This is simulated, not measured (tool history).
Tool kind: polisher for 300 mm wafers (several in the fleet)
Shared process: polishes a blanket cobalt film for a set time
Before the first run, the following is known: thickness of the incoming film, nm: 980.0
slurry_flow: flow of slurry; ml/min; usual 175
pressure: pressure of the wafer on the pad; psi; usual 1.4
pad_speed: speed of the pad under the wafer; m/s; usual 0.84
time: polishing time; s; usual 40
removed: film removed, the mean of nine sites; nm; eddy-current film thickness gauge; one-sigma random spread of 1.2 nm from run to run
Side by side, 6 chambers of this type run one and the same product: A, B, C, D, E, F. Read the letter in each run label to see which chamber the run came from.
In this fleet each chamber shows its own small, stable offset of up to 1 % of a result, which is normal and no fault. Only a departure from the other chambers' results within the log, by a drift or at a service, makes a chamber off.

run   hour  slurry_flow  pressure  pad_speed  time  wafers polished on this pad  hours since the slurry nozzle was cleaned  hours since the head pressure was calibrated  removed
 1C    4.1          175       1.4       0.84    40                          464                                      656.4                                         457.6   100.48
 2E    6.9          175       1.4       0.84    40                          169                                       99.4                                         507.6   97.339
 3D   11.1          175       1.4       0.84    40                          987                                      311.9                                         759.9   96.405
 4A   14.6          175       1.4       0.84    40                          193                                      177.3                                           217   97.557
      16.5  -- chamber D: worn pad replaced by a new one
 5B   17.8          175       1.4       0.84    40                          837                                      303.2                                        1012.1   95.937
      19.8  -- chamber C: worn pad replaced by a new one
 6F   20.6          175       1.7       0.84    28                          575                                      152.1                                          1071   84.954
      23.1  -- chamber F: worn pad replaced by a new one
 7C   24.8          175       1.7       0.84    28                           60                                      677.1                                         478.3   83.478
 8E   27.5          175       1.7       0.84    28                          416                                        120                                         528.2    82.54
 9B   31.2          175       1.7       0.84    28                          998                                      316.6                                        1025.5   80.649
      31.7  -- chamber B: worn pad replaced by a new one
10D   33.5          175       1.7       0.84    28                          204                                      334.3                                         782.3   82.782
11F   38.3          175       1.7       0.84    28                          183                                      169.8                                        1088.7   83.297
        42  -- chamber B: head pressure recalibrated
12A   42.1          175       1.4       0.84    40                          523                                      204.8                                         244.5   95.783
      42.3  -- chamber E: worn pad replaced by a new one
13E   44.6          175       1.4       0.84    40                           28                                      137.1                                         545.3   97.544
14D   47.1          175       1.4       0.84    40                          367                                      347.9                                         795.9   96.864
15A   50.1          175       1.4       0.84    40                          619                                      212.8                                         252.5   96.894
      54.5  -- chamber E: head pressure recalibrated
16F   54.8          175       1.4       0.84    40                          381                                      186.3                                        1105.2   98.507
      57.7  -- chamber A: worn pad replaced by a new one
17B   58.9          175       1.4       0.84    40                          326                                      344.3                                            17   94.968
18C   61.4          220       1.6       0.84    40                          500                                      713.7                                         514.9   117.74
19F     66          220       1.6       0.84    40                          515                                      197.5                                        1116.4   117.47
        69  -- chamber C: worn pad replaced by a new one
20A   70.4          220       1.6       0.84    40                          153                                      233.1                                         272.8    110.4
      73.5  -- chamber F: worn pad replaced by a new one
21C   74.1          220       1.6       0.84    40                           61                                      726.4                                         527.6   113.73
22E   76.4          220       1.6       0.84    40                          409                                      168.9                                          21.9   115.18
23B   80.4          220       1.6       0.84    40                          585                                      365.8                                          38.5   117.32
24D   83.7          175       1.4       0.84    40                          807                                      384.5                                         832.5   97.284
25F   86.8          175       1.4       0.84    40                          160                                      218.3                                        1137.2   98.846
26C   89.4          175       1.4       0.84    40                          245                                      741.7                                         542.9   97.295
27B     92          175       0.9       1.14    40                          724                                      377.4                                          50.1   83.742
28D   95.8          175       0.9       1.14    40                          952                                      396.6                                         844.6   85.372
     100.7  -- chamber B: worn pad replaced by a new one
29E  100.7          175       0.9       1.14    40                          701                                      193.2                                          46.2   86.587
     102.1  -- chamber E: worn pad replaced by a new one
30A    104          175       0.9       1.14    40                          556                                      266.7                                         306.4   76.441
     105.9  -- chamber A: worn pad replaced by a new one
     106.5  -- chamber B: slurry nozzle cleaned
31A  107.2          175       0.9       1.14    40                           16                                      269.9                                         309.6   77.869
       108  -- chamber D: worn pad replaced by a new one
32D  110.3          175       0.9       1.14    40                           27                                      411.1                                         859.1   84.049
33C    114          175       1.4       0.84    40                          540                                      766.3                                         567.5   98.868
34E  117.6          175       1.4       0.84    40                          186                                      210.1                                          63.1   95.312
     118.4  -- chamber C: slurry nozzle cleaned
     119.6  -- chamber C: worn pad replaced by a new one
     120.2  -- chamber F: worn pad replaced by a new one
35B  120.6          175       1.4       0.84    40                          239                                       14.2                                          78.7   96.881
36F  122.8          175       1.4       0.84    40                           32                                      254.3                                        1173.2   99.297
37E  126.3          175       1.7       0.84    52                          291                                      218.8                                          71.8   157.29
38F    131          175       1.7       0.84    52                          130                                      262.5                                        1181.4   154.68
39C  135.1          175       1.7       0.84    52                          186                                       16.7                                         588.6   154.77
40D  137.5          175       1.7       0.84    52                          354                                      438.3                                         886.3   154.89

Decide between three cases: one chamber stands off from its peers, the gauge reading all wafers drifts, or nothing is wrong past each chamber's small offset. Where a chamber is off, say which and what most likely put it there.

Little by little, chamber A moves away from the other chambers.
What lies behind it: head's pressure below its setpoint, % = 12.

Which of the 4 candidates below, each the usual settings with something changed and its results left as question marks, puts chamber A back in line with what the other chambers give on the usual settings?
In line means no further than this from the other chambers' mean on the usual settings: removed 4.3 nm
41A-1   141          175       1.4       0.84    42                                                                                                                              ?
41A-2   141          175       1.4       0.78    37                                                                                                                              ?
41A-3   141          175       1.5       0.88    42                                                                                                                              ?
41A-4   141          175       1.4       0.84    38                                                                                                                              ?

The other chambers' mean on the usual settings: removed 97.736 nm
  run  removed
41A-1   88.601
41A-2   72.411
41A-3   99.604
41A-4   80.163
The answer is 41A-3, which returns the chamber to within the allowed miss of the others.
